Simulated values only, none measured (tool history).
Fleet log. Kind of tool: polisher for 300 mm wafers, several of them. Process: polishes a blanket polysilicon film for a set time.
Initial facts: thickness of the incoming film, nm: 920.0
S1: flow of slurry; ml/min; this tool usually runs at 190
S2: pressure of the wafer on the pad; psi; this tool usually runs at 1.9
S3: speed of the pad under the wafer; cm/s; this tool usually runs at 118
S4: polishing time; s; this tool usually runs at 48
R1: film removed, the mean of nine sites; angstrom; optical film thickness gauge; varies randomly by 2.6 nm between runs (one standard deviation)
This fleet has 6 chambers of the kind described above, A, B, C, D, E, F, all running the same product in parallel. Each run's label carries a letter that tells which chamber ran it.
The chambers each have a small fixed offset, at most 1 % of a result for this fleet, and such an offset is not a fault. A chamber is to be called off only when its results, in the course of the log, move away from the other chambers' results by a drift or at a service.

run,hour,S1,S2,S3,S4,R1
1E,2.2,190,1.9,118,48,2627.7
2D,6.7,190,1.9,118,48,2650.3
3B,9.9,190,1.9,118,48,2636.3
4C,12.7,190,1.9,118,48,2601.6
5A,16.1,190,1.9,118,48,2641.2
6F,20.0,155,1.9,118,36,1893.3
7E,24.1,155,1.9,118,36,1898.8
8C,27.1,155,1.9,118,36,1916.9
9D,29.7,155,1.9,118,36,1895.5
10F,34.1,155,1.9,118,36,1920.2
11B,37.4,155,1.9,118,36,1915.9
12A,41.4,190,1.9,118,48,2633.8
13D,44.5,145,1.9,150,48,3252.7
# hour 45.0: chamber B: slurry nozzle cleaned
14C,48.8,145,1.9,150,48,3138.6
15A,51.4,145,1.9,150,48,3138.0
16E,55.0,145,1.9,150,48,3142.4
# hour 57.5: chamber D: worn pad replaced by a new one
17B,57.9,145,1.9,150,48,3219.6
18F,60.8,145,1.9,150,48,3216.3
# hour 62.0: chamber C: slurry nozzle cleaned
19D,64.2,190,1.9,118,48,2628.4
20E,66.9,190,1.9,118,48,2620.6
21F,70.8,225,1.9,118,33,1838.4
22A,73.1,225,1.9,118,33,1859.6
23B,75.3,225,1.9,118,33,1821.3
24C,78.0,225,1.9,118,33,1807.8
25F,81.9,225,1.9,118,33,1830.8
# hour 84.1: chamber E: slurry nozzle cleaned
26B,84.1,225,1.9,118,33,1818.0
# hour 84.6: chamber A: head pressure recalibrated
27A,88.0,190,1.9,118,48,2625.6
# hour 91.3: chamber A: slurry nozzle cleaned
28E,91.7,190,1.9,118,48,2601.3
# hour 93.4: chamber C: worn pad replaced by a new one
29C,95.0,190,1.9,118,48,2629.8
30D,99.2,190,1.9,118,48,2638.1
31D,103.4,190,1.9,118,48,2671.6
32F,107.4,190,1.9,118,48,2593.5
33A,109.6,190,1.9,118,48,2604.2
34B,111.7,190,1.9,118,48,2643.2
35C,115.2,190,1.9,118,48,2578.1
36E,119.0,190,1.9,118,48,2616.3

Decide between three cases: one chamber stands off from its peers, the gauge reading all wafers drifts, or nothing is wrong past each chamber's small offset. Where a chamber is off, say which and what most likely put it there.

No chamber is off and the gauge is stable; the differences are just each chamber's small, constant offset.
